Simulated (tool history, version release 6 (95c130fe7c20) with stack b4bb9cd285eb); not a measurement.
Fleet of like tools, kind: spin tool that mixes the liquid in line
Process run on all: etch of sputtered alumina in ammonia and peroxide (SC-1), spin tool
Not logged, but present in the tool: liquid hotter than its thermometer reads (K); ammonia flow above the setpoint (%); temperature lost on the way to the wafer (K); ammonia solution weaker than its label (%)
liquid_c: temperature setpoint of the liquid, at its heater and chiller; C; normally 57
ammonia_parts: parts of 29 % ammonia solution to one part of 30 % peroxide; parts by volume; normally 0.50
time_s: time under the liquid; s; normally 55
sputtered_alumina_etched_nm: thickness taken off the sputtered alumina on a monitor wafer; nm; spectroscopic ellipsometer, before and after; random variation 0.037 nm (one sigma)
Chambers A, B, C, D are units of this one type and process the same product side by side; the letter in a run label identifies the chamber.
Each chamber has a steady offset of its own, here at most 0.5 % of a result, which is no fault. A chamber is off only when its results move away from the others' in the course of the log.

run	day	liquid_c	ammonia_parts	time_s	hours since the thermometer was replaced	hours since the ammonia flow meter was replaced	hours since the heated supply line was repaired	hours since the drum of ammonia solution was connected	read-back film thickness of the sputtered alumina reference wafer, read on the same gauge (nm)	sputtered_alumina_etched_nm
1B	0.388	57	0.50	55	1347.9	1274.3	841.8	504.0	120.00	4.5354
2C	0.750	57	0.50	55	503.8	260.4	1074.3	393.5	119.94	4.7225
3A	1.192	57	0.50	55	1156.8	513.7	383.5	165.0	120.01	4.5887
4D	1.808	57	0.50	55	423.9	1879.6	1500.0	726.3	120.00	4.6208
5A	2.142	57	0.50	55	1179.6	536.5	406.3	187.8	120.01	4.6474
6B	2.721	57	0.50	55	1403.9	1330.3	897.8	560.0	119.99	4.6561
# day 3.104: chamber D: new drum of ammonia solution connected
7C	3.358	57	0.50	55	566.4	323.0	1136.9	456.1	120.01	4.7065
8D	3.854	57	0.60	55	473.0	1928.7	1549.1	18.0	120.01	4.7163
9B	4.500	57	0.60	55	1446.6	1373.0	940.5	602.7	120.00	4.6900
10A	4.817	57	0.60	55	1243.8	600.7	470.5	252.0	120.00	4.6996
11C	5.138	57	0.60	55	609.1	365.7	1179.6	498.8	120.00	4.7746
# day 5.321: chamber A: new drum of ammonia solution connected
12D	5.533	57	0.50	55	513.3	1969.0	1589.4	58.3	120.00	4.6369
13C	6.079	57	0.50	55	631.7	388.3	1202.2	521.4	119.95	4.6872
14D	6.538	65	0.65	55	537.4	1993.1	1613.5	82.4	120.04	7.1235
15A	6.896	65	0.65	55	1293.7	650.6	520.4	37.8	120.04	7.0123
16B	7.262	65	0.65	55	1512.9	1439.3	1006.8	669.0	120.04	7.2316
17C	7.592	65	0.65	55	668.0	424.6	1238.5	557.7	120.03	7.0885
18B	8.242	57	0.50	55	1536.4	1462.8	1030.3	692.5	120.00	4.6428
19A	8.538	57	0.50	20	1333.1	690.0	559.8	77.2	120.02	1.6693
20D	8.954	57	0.50	20	595.4	2051.1	1671.5	140.4	120.01	1.7305
# day 9.304: chamber C: thermometer replaced
21D	9.442	57	0.50	20	607.1	2062.8	1683.2	152.1	119.99	1.7290
22C	9.833	57	0.50	20	12.7	478.4	1292.3	611.5	119.97	1.6858
23B	10.346	57	0.50	55	1586.9	1513.3	1080.8	743.0	120.00	4.6926
24A	10.800	57	0.50	55	1387.4	744.3	614.1	131.5	120.02	4.6312
25A	11.154	57	0.50	55	1395.9	752.8	622.6	140.0	120.01	4.5872
26B	11.496	57	0.50	55	1614.5	1540.9	1108.4	770.6	120.01	4.5864
27D	11.875	57	0.50	55	665.5	2121.2	1741.6	210.5	119.98	4.8735
28C	12.425	57	0.50	55	74.9	540.6	1354.5	673.7	120.01	4.6317
29C	12.938	57	0.50	55	87.2	552.9	1366.8	686.0	119.99	4.6370
30D	13.308	57	0.50	55	699.9	2155.6	1776.0	244.9	120.00	4.9820
31B	13.771	57	0.50	55	1669.1	1595.5	1163.0	825.2	120.00	4.6308
# day 14.096: chamber B: ammonia flow meter replaced
32A	14.308	57	0.50	55	1471.6	828.5	698.3	215.7	120.00	4.6337
33B	14.638	57	0.50	55	1689.9	13.0	1183.8	846.0	120.02	4.6755
34A	14.988	57	0.50	55	1487.9	844.8	714.6	232.0	120.00	4.5720
35D	15.621	52	0.70	55	755.4	2211.1	1831.5	300.4	120.04	4.0377

Predict what each chamber gives when all 4 of them run the settings below next.
36A	16.092	57	0.50	55						?
36B	16.092	57	0.50	55						?
36C	16.092	57	0.50	55						?
36D	16.092	57	0.50	55						?

run	sputtered_alumina_etched_nm
36A	4.6013
36B	4.6153
36C	4.5494
36D	5.1295
